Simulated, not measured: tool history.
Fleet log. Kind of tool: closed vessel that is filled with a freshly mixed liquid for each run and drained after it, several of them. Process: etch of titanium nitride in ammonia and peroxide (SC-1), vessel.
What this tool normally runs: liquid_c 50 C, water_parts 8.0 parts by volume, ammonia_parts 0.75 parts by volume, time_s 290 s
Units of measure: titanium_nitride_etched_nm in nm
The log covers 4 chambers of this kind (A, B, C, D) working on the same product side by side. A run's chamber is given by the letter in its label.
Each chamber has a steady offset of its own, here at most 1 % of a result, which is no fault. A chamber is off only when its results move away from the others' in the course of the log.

run,hour,liquid_c,water_parts,ammonia_parts,time_s,hours since the thermometer was replaced,hours since the ammonia flow meter was replaced,hours since the drum of ammonia solution was connected,"read-back film thickness of the titanium nitride reference wafer, read on the same gauge (nm)",titanium_nitride_etched_nm
1D,3.8,50,8.0,0.75,290,501.9,1790.7,383.0,110.02,14.8860
2A,6.9,50,8.0,0.75,290,27.6,302.3,652.5,110.00,15.3500
3C,9.3,50,8.0,0.75,290,1518.6,227.3,177.3,110.02,14.9930
4B,12.8,50,8.0,0.75,290,382.6,86.5,1025.4,109.99,15.0050
5D,15.0,50,8.0,0.75,290,513.1,1801.9,394.2,109.98,15.1530
6C,19.2,50,8.0,0.75,290,1528.5,237.2,187.2,109.98,15.1080
7B,22.8,50,8.0,0.75,290,392.6,96.5,1035.4,109.97,15.1030
8A,25.5,50,8.0,0.75,290,46.2,320.9,671.1,110.02,15.2310
9C,29.8,50,9.5,0.75,205,1539.1,247.8,197.8,109.99,9.8706
10B,34.2,50,9.5,0.75,205,404.0,107.9,1046.8,110.00,9.7105
11A,36.6,50,9.5,0.75,205,57.3,332.0,682.2,110.02,9.8816
12D,39.6,50,9.5,0.75,205,537.7,1826.5,418.8,110.00,9.8761
13D,42.9,50,8.0,0.75,290,541.0,1829.8,422.1,109.98,15.0950
14B,47.1,59,10.5,0.75,290,416.9,120.8,1059.7,110.00,24.4820
15C,51.8,59,10.5,0.75,290,1561.1,269.8,219.8,109.97,24.5130
16A,56.3,59,10.5,0.75,290,77.0,351.7,701.9,110.03,24.4970
17C,59.5,59,10.5,0.75,290,1568.8,277.5,227.5,109.99,24.4360
18D,62.6,42,8.0,0.75,290,560.7,1849.5,441.8,110.01,8.7241
19B,65.4,42,8.0,0.75,290,435.2,139.1,1078.0,110.00,8.3537
20A,70.1,42,8.0,0.75,290,90.8,365.5,715.7,110.00,8.5733
21B,72.2,42,8.0,0.75,290,442.0,145.9,1084.8,109.99,8.3768
22D,74.9,50,8.0,0.75,290,573.0,1861.8,454.1,110.01,15.6380
23A,78.6,50,8.0,0.75,290,99.3,374.0,724.2,110.00,15.3220
24C,82.1,50,8.0,0.75,290,1591.4,300.1,250.1,109.96,14.9830
25B,85.7,50,8.0,0.75,290,455.5,159.4,1098.3,110.00,15.0560
26D,89.5,50,8.0,0.75,290,587.6,1876.4,468.7,110.02,15.8510
27A,92.3,50,8.0,0.75,290,113.0,387.7,737.9,109.98,15.1300
28C,94.9,50,8.0,0.75,290,1604.2,312.9,262.9,109.98,15.0120
29C,99.7,50,8.0,0.75,290,1609.0,317.7,267.7,110.05,15.2750
30A,102.9,50,8.0,0.75,290,123.6,398.3,748.5,110.00,15.2010
31D,105.0,50,8.0,0.75,290,603.1,1891.9,484.2,109.97,15.9670
32B,108.8,50,8.0,0.75,290,478.6,182.5,1121.4,109.98,14.9240
33C,112.8,50,8.0,0.75,290,1622.1,330.8,280.8,110.01,15.0890
34D,115.9,50,8.0,0.75,290,614.0,1902.8,495.1,109.99,16.3710
35B,119.5,50,8.0,0.75,290,489.3,193.2,1132.1,110.03,14.9810
36A,123.7,50,8.0,0.75,290,144.4,419.1,769.3,110.03,15.2590
37D,126.5,50,8.0,0.75,290,624.6,1913.4,505.7,110.03,16.1820

Decide between three cases: one chamber stands off from its peers, the gauge reading all wafers drifts, or nothing is wrong past each chamber's small offset. Where a chamber is off, say which and what most likely put it there.

Chamber D drifts away from the others.
Cause: liquid hotter than its thermometer reads (K) = 1.21.

Chamber D could run next with any of the 4 candidate recipes listed below; each alters the usual settings, and their results appear as question marks. Which one brings its results back in line with what the other chambers deliver on the usual settings?
A result is in line if it is within this distance of the other chambers' mean on the usual settings: titanium_nitride_etched_nm 0.3400 nm
38D-1,130.0,50.0,8.5,0.75,290,,,,,?
38D-2,130.0,50.5,8.0,0.75,290,,,,,?
38D-3,130.0,50.0,8.0,0.75,315,,,,,?
38D-4,130.0,50.0,8.0,0.75,270,,,,,?

The mean the other chambers reach with the usual settings: titanium_nitride_etched_nm 15.1300 nm
run,titanium_nitride_etched_nm
38D-1,15.9250
38D-2,16.9800
38D-3,17.8180
38D-4,15.2730
38D-4 is the one that brings the chamber's results back in line with the other chambers.

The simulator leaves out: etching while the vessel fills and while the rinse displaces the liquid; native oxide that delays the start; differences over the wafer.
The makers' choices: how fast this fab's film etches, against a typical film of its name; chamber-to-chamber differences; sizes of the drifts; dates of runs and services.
